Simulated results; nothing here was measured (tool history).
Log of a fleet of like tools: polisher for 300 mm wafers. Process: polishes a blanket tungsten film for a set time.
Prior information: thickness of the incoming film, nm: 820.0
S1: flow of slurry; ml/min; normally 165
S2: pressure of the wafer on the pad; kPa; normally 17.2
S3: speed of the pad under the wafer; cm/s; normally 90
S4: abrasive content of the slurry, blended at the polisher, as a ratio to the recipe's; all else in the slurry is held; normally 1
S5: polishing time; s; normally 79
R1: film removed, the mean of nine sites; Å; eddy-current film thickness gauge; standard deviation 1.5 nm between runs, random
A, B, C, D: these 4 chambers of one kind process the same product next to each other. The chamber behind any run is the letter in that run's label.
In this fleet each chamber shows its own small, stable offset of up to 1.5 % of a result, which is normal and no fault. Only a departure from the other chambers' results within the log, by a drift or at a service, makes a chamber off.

run   hour   S1    S2   S3   S4  S5      R1
 1B    6.4  165  17.2   90    1  79    1995
       9.3  -- chamber A: slurry blender recalibrated
 2A     10  165  17.2   90    1  79    1984
      10.1  -- chamber B: worn pad replaced by a new one
 3D   16.3  165  17.2   90    1  79    1998
 4C     23  165  17.2   90    1  79  1997.5
 5B   28.1  165  17.2   90    1  79  1972.6
      29.3  -- chamber A: slurry tank refilled with fresh slurry and peroxide
      33.1  -- chamber B: slurry tank refilled with fresh slurry and peroxide
 6A   34.4  165  17.2   90    1  79  1972.8
 7D   37.9  165  17.2   90    1  79  1995.1
 8C   42.4  165  17.2   90    1  79  1990.7
      48.6  -- chamber D: worn pad replaced by a new one
 9D   48.9  165  17.2   90    1  79  1987.7
10B   52.2  165  17.2   90    1  79  1985.9
11C   55.8  165  17.2   90    1  79  2012.8
12A   59.1  165  17.2   90    1  79  1967.8
      64.7  -- chamber D: slurry tank refilled with fresh slurry and peroxide
13A   65.6  165  17.2   90    1  79  1964.3
      65.9  -- chamber C: slurry blender recalibrated
      69.6  -- chamber D: slurry blender recalibrated
14C     70  165  17.2   90    1  79  1980.2
      71.6  -- chamber C: slurry tank refilled with fresh slurry and peroxide
15D     74  165  17.2   90    1  79  2006.6
16B   80.2  165  17.2   90    1  79  1979.4
17A     84  165  17.2   90    1  79  1935.9
18B   88.2  165  17.2   90    1  79  1962.3
19D   93.8  165  17.2   90    1  79  2011.6
20C   97.6  165  17.2   90    1  79  1997.2
      99.6  -- chamber B: slurry tank refilled with fresh slurry and peroxide
21D  102.7  165  17.2   90    1  79  1990.6
       106  -- chamber A: slurry tank refilled with fresh slurry and peroxide
22A  107.1  165  17.2   90    1  79  1893.1
23C  110.7  165  17.2   90    1  79  1993.4
24B  116.4  165  17.2  110    1  79  2441.8
25A  120.2  165  17.2  110    1  79  2342.5
26C  123.6  165  17.2  110    1  79  2414.8
     127.7  -- chamber A: head pressure recalibrated
     128.7  -- chamber D: slurry tank refilled with fresh slurry and peroxide
27B  128.9  165  17.2  110    1  79  2448.3
     131.8  -- chamber C: slurry tank refilled with fresh slurry and peroxide
28D  132.2  165  17.2   90    1  79  1983.3
29C  137.6  165  17.2   90    1  79  2019.3
30D  144.1  165  17.2   90    1  79  1987.1
31A  147.5  165  17.2   90    1  79  1874.8
     147.8  -- chamber C: worn pad replaced by a new one
     150.4  -- chamber B: worn pad replaced by a new one
32B  152.2  165  17.2   90    1  79    2004
33D  157.2  165  17.2   90    1  79  2005.6
       159  -- chamber B: slurry tank refilled with fresh slurry and peroxide
34C  161.2  165  17.2   90    1  79  1981.6
35A  167.2  205  17.2   90    1  79  1924.8
36B  173.8  205  17.2   90    1  79  2051.9
37B  177.1  205  17.2   90    1  79  2061.8
     180.5  -- chamber D: worn pad replaced by a new one
38D  182.3  205  17.2   90    1  79  2044.3
39C  186.2  165  17.2  106  1.2  79    2480

One chamber off, gauge drift, or nothing amiss beyond the chambers' own small offsets? If it is a chamber, which one, and what is the likeliest cause?

Little by little, chamber A moves away from the other chambers.
Cause: removal rate lost through wear of the pad, % = 7.41.
The log might look much the same if the cause were instead: slurry flow missing at the pad, %; abrasive missing from the slurry, %.

Here are 4 candidates for chamber A's next run, each the usual settings with a change, their results left as question marks. Which one brings its results back in line with what the others give on the usual settings?
In-line tolerance around the mean of the other chambers on the usual settings: R1 51 Å
40A-1  191.1  165  15.9  90   1  79   ?
40A-2  191.1  165  17.9  90   1  82   ?
40A-3  191.1  165  16.5  90   1  79   ?
40A-4  191.1  165  17.2  92   1  80   ?

Usual-settings mean across the other chambers: R1 1993.5 Å
  run      R1
40A-1    1696
40A-2  1986.2
40A-3  1768.5
40A-4  1905.4
The right change is 40A-2: it brings the chamber back within the allowed miss of the others.
